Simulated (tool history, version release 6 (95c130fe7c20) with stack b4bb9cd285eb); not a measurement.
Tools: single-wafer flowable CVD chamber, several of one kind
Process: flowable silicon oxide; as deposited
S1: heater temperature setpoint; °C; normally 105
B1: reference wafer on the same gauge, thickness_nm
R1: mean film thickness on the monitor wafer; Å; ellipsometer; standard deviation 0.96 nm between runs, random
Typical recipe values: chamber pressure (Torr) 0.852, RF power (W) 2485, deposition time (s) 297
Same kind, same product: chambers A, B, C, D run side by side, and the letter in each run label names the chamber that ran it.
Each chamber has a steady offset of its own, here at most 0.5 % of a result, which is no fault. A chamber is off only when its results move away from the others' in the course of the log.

run 1B hour=7.7 | S1=105 chamber_pressure_(Torr)=0.852 RF_power_(W)=2485 deposition_time_(s)=297 | B1=145.89 | R1=1727.0
run 2A hour=20.9 | S1=105 chamber_pressure_(Torr)=0.852 RF_power_(W)=2485 deposition_time_(s)=297 | B1=145.86 | R1=1727.9
run 3D hour=33.9 | S1=105 chamber_pressure_(Torr)=0.852 RF_power_(W)=2485 deposition_time_(s)=297 | B1=145.96 | R1=1723.5
run 4C hour=46.3 | S1=105 chamber_pressure_(Torr)=0.852 RF_power_(W)=2485 deposition_time_(s)=297 | B1=146.06 | R1=1746.2
run 5D hour=59.3 | S1=105 chamber_pressure_(Torr)=0.852 RF_power_(W)=2485 deposition_time_(s)=297 | B1=146.00 | R1=1723.0
run 6B hour=66.8 | S1=105 chamber_pressure_(Torr)=0.852 RF_power_(W)=2485 deposition_time_(s)=297 | B1=146.01 | R1=1714.2
run 7C hour=76.9 | S1=93 chamber_pressure_(Torr)=0.669 RF_power_(W)=2485 deposition_time_(s)=297 | B1=145.87 | R1=1860.5
run 8A hour=87.0 | S1=93 chamber_pressure_(Torr)=0.669 RF_power_(W)=2485 deposition_time_(s)=297 | B1=146.20 | R1=1856.6
run 9C hour=99.1 | S1=93 chamber_pressure_(Torr)=0.669 RF_power_(W)=2485 deposition_time_(s)=297 | B1=146.18 | R1=1866.0
run 10B hour=111.4 | S1=93 chamber_pressure_(Torr)=0.669 RF_power_(W)=2485 deposition_time_(s)=297 | B1=146.18 | R1=1845.9
run 11A hour=123.0 | S1=105 chamber_pressure_(Torr)=0.852 RF_power_(W)=2485 deposition_time_(s)=297 | B1=145.99 | R1=1709.1
run 12D hour=131.7 | S1=105 chamber_pressure_(Torr)=0.852 RF_power_(W)=2485 deposition_time_(s)=297 | B1=146.14 | R1=1739.3
run 13A hour=144.0 | S1=105 chamber_pressure_(Torr)=0.852 RF_power_(W)=2485 deposition_time_(s)=297 | B1=146.22 | R1=1683.3
run 14D hour=153.1 | S1=105 chamber_pressure_(Torr)=0.852 RF_power_(W)=2705 deposition_time_(s)=297 | B1=146.13 | R1=1726.3
run 15C hour=167.3 | S1=105 chamber_pressure_(Torr)=0.852 RF_power_(W)=2705 deposition_time_(s)=297 | B1=145.99 | R1=1747.5
run 16B hour=178.9 | S1=105 chamber_pressure_(Torr)=0.852 RF_power_(W)=2705 deposition_time_(s)=297 | B1=145.96 | R1=1740.4
run 17C hour=187.3 | S1=105 chamber_pressure_(Torr)=0.852 RF_power_(W)=2705 deposition_time_(s)=297 | B1=146.05 | R1=1742.2
run 18D hour=200.0 | S1=105 chamber_pressure_(Torr)=0.852 RF_power_(W)=2485 deposition_time_(s)=297 | B1=145.99 | R1=1728.8
run 19B hour=210.3 | S1=105 chamber_pressure_(Torr)=0.852 RF_power_(W)=2485 deposition_time_(s)=297 | B1=146.19 | R1=1710.9
run 20A hour=218.7 | S1=105 chamber_pressure_(Torr)=0.852 RF_power_(W)=2485 deposition_time_(s)=297 | B1=145.83 | R1=1665.2
run 21A hour=225.9 | S1=105 chamber_pressure_(Torr)=0.852 RF_power_(W)=2485 deposition_time_(s)=297 | B1=146.24 | R1=1648.3
run 22B hour=235.6 | S1=105 chamber_pressure_(Torr)=0.852 RF_power_(W)=2485 deposition_time_(s)=297 | B1=145.99 | R1=1712.4
run 23C hour=243.6 | S1=105 chamber_pressure_(Torr)=0.852 RF_power_(W)=2485 deposition_time_(s)=297 | B1=146.08 | R1=1733.1
run 24D hour=250.7 | S1=105 chamber_pressure_(Torr)=0.852 RF_power_(W)=2485 deposition_time_(s)=297 | B1=146.05 | R1=1724.4
run 25D hour=262.1 | S1=105 chamber_pressure_(Torr)=0.852 RF_power_(W)=2485 deposition_time_(s)=297 | B1=146.17 | R1=1700.7

Next, all 4 chambers run the settings below, one line each with question marks for the results. What does each chamber give?
run 26A hour=273.1 | S1=105 chamber_pressure_(Torr)=0.852 RF_power_(W)=2485 deposition_time_(s)=297 | R1=?
run 26B hour=273.1 | S1=105 chamber_pressure_(Torr)=0.852 RF_power_(W)=2485 deposition_time_(s)=297 | R1=?
run 26C hour=273.1 | S1=105 chamber_pressure_(Torr)=0.852 RF_power_(W)=2485 deposition_time_(s)=297 | R1=?
run 26D hour=273.1 | S1=105 chamber_pressure_(Torr)=0.852 RF_power_(W)=2485 deposition_time_(s)=297 | R1=?

run=26A R1=1624.1
run=26B R1=1726.1
run=26C R1=1720.8
run=26D R1=1716.5

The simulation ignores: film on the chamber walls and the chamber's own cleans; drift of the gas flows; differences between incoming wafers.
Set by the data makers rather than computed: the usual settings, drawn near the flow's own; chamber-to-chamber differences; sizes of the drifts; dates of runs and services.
